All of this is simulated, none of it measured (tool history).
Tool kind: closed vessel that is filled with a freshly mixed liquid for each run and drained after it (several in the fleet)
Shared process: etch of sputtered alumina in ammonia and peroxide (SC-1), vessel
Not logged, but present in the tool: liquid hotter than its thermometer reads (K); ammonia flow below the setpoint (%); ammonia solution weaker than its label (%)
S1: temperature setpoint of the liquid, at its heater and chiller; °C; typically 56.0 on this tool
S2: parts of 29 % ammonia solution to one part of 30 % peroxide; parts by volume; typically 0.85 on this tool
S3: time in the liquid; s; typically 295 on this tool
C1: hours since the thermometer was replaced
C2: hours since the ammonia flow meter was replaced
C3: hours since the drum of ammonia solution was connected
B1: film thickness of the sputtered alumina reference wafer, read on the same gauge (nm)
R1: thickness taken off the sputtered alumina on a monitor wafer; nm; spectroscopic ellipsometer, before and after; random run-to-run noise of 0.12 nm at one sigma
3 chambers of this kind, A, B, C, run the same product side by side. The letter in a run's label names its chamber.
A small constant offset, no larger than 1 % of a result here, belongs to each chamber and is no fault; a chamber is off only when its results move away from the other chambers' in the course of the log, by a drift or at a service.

run 1A hour=7.5 | S1=56.0 S2=0.85 S3=295 | C1=2567.2 C2=434.6 C3=630.0 | B1=80.041 | R1=23.903
run 2C hour=13.2 | S1=56.0 S2=0.85 S3=295 | C1=1388.9 C2=2208.0 C3=379.5 | B1=80.024 | R1=24.383
run 3B hour=18.8 | S1=56.0 S2=0.85 S3=295 | C1=1021.0 C2=1442.5 C3=469.0 | B1=80.015 | R1=24.262
run 4C hour=26.1 | S1=56.0 S2=0.85 S3=295 | C1=1401.8 C2=2220.9 C3=392.4 | B1=80.011 | R1=24.379
run 5A hour=32.0 | S1=56.0 S2=0.85 S3=295 | C1=2591.7 C2=459.1 C3=654.5 | B1=79.938 | R1=24.140
run 6B hour=39.0 | S1=56.0 S2=0.85 S3=295 | C1=1041.2 C2=1462.7 C3=489.2 | B1=80.043 | R1=24.277
run 7A hour=44.9 | S1=56.0 S2=0.85 S3=295 | C1=2604.6 C2=472.0 C3=667.4 | B1=79.971 | R1=24.322
run 8B hour=49.0 | S1=56.0 S2=0.85 S3=295 | C1=1051.2 C2=1472.7 C3=499.2 | B1=79.932 | R1=24.102
-- hour=51.2 chamber B: new drum of ammonia solution connected
run 9C hour=54.5 | S1=56.0 S2=0.85 S3=295 | C1=1430.2 C2=2249.3 C3=420.8 | B1=80.053 | R1=24.235
run 10B hour=61.3 | S1=56.0 S2=0.85 S3=295 | C1=1063.5 C2=1485.0 C3=10.2 | B1=80.015 | R1=24.150
run 11C hour=66.9 | S1=56.0 S2=0.85 S3=295 | C1=1442.6 C2=2261.7 C3=433.2 | B1=79.989 | R1=24.419
run 12A hour=72.5 | S1=56.0 S2=0.85 S3=295 | C1=2632.2 C2=499.6 C3=695.0 | B1=79.994 | R1=24.361
run 13C hour=76.2 | S1=56.0 S2=1.15 S3=295 | C1=1451.9 C2=2271.0 C3=442.5 | B1=80.024 | R1=24.997
run 14A hour=79.9 | S1=56.0 S2=1.15 S3=295 | C1=2639.6 C2=507.0 C3=702.4 | B1=79.980 | R1=24.812
-- hour=80.2 chamber A: new drum of ammonia solution connected
run 15B hour=85.0 | S1=56.0 S2=1.15 S3=295 | C1=1087.2 C2=1508.7 C3=33.9 | B1=79.981 | R1=24.801
run 16B hour=90.5 | S1=56.0 S2=0.85 S3=295 | C1=1092.7 C2=1514.2 C3=39.4 | B1=80.024 | R1=24.215
run 17C hour=97.3 | S1=56.0 S2=0.85 S3=295 | C1=1473.0 C2=2292.1 C3=463.6 | B1=79.987 | R1=24.188
run 18A hour=101.8 | S1=56.0 S2=0.85 S3=295 | C1=2661.5 C2=528.9 C3=21.6 | B1=80.009 | R1=24.254
-- hour=104.1 chamber C: ammonia flow meter replaced
run 19A hour=108.9 | S1=56.0 S2=0.85 S3=295 | C1=2668.6 C2=536.0 C3=28.7 | B1=80.003 | R1=24.317
-- hour=114.7 chamber B: ammonia flow meter replaced
run 20B hour=115.2 | S1=56.0 S2=0.85 S3=295 | C1=1117.4 C2=0.5 C3=64.1 | B1=80.050 | R1=24.225
run 21C hour=121.4 | S1=56.0 S2=0.85 S3=295 | C1=1497.1 C2=17.3 C3=487.7 | B1=80.029 | R1=24.052
run 22B hour=126.2 | S1=52.5 S2=0.85 S3=295 | C1=1128.4 C2=11.5 C3=75.1 | B1=79.993 | R1=20.101
run 23C hour=132.6 | S1=52.5 S2=0.85 S3=295 | C1=1508.3 C2=28.5 C3=498.9 | B1=79.993 | R1=20.096
run 24A hour=139.1 | S1=52.5 S2=0.85 S3=295 | C1=2698.8 C2=566.2 C3=58.9 | B1=79.940 | R1=20.199
run 25B hour=144.6 | S1=56.0 S2=0.85 S3=295 | C1=1146.8 C2=29.9 C3=93.5 | B1=79.965 | R1=24.416
run 26A hour=150.2 | S1=56.0 S2=0.85 S3=295 | C1=2709.9 C2=577.3 C3=70.0 | B1=80.002 | R1=24.334
run 27C hour=156.0 | S1=56.0 S2=0.85 S3=295 | C1=1531.7 C2=51.9 C3=522.3 | B1=79.988 | R1=24.330
run 28A hour=160.9 | S1=62.0 S2=0.85 S3=295 | C1=2720.6 C2=588.0 C3=80.7 | B1=80.035 | R1=33.206
run 29B hour=168.5 | S1=62.0 S2=0.85 S3=295 | C1=1170.7 C2=53.8 C3=117.4 | B1=79.990 | R1=32.689
run 30C hour=172.2 | S1=62.0 S2=0.85 S3=295 | C1=1547.9 C2=68.1 C3=538.5 | B1=80.034 | R1=33.056
run 31B hour=176.5 | S1=56.0 S2=0.85 S3=295 | C1=1178.7 C2=61.8 C3=125.4 | B1=79.961 | R1=24.331
run 32A hour=182.7 | S1=56.0 S2=0.85 S3=295 | C1=2742.4 C2=609.8 C3=102.5 | B1=80.013 | R1=24.164
run 33C hour=188.8 | S1=56.0 S2=0.85 S3=295 | C1=1564.5 C2=84.7 C3=555.1 | B1=80.001 | R1=24.315
run 34A hour=195.3 | S1=56.0 S2=0.85 S3=295 | C1=2755.0 C2=622.4 C3=115.1 | B1=79.997 | R1=24.304
run 35B hour=200.9 | S1=56.0 S2=0.85 S3=295 | C1=1203.1 C2=86.2 C3=149.8 | B1=79.964 | R1=24.218
run 36C hour=206.9 | S1=56.0 S2=0.85 S3=295 | C1=1582.6 C2=102.8 C3=573.2 | B1=80.006 | R1=24.092
run 37A hour=213.6 | S1=56.0 S2=0.85 S3=295 | C1=2773.3 C2=640.7 C3=133.4 | B1=80.012 | R1=24.082
run 38C hour=220.7 | S1=56.0 S2=0.85 S3=295 | C1=1596.4 C2=116.6 C3=587.0 | B1=80.022 | R1=24.593
run 39B hour=224.8 | S1=56.0 S2=0.85 S3=295 | C1=1227.0 C2=110.1 C3=173.7 | B1=80.006 | R1=23.902
run 40C hour=231.3 | S1=56.0 S2=0.85 S3=295 | C1=1607.0 C2=127.2 C3=597.6 | B1=79.997 | R1=24.144
run 41A hour=236.1 | S1=56.0 S2=0.85 S3=295 | C1=2795.8 C2=663.2 C3=155.9 | B1=80.028 | R1=24.313
run 42B hour=239.8 | S1=56.0 S2=0.85 S3=295 | C1=1242.0 C2=125.1 C3=188.7 | B1=79.982 | R1=24.102

Each of the 3 chambers runs these same settings next. Fill in every chamber's results:
run 43A hour=245.4 | S1=47.5 S2=0.85 S3=295 | R1=?
run 43B hour=245.4 | S1=47.5 S2=0.85 S3=295 | R1=?
run 43C hour=245.4 | S1=47.5 S2=0.85 S3=295 | R1=?

run=43A R1=15.169
run=43B R1=15.381
run=43C R1=15.316
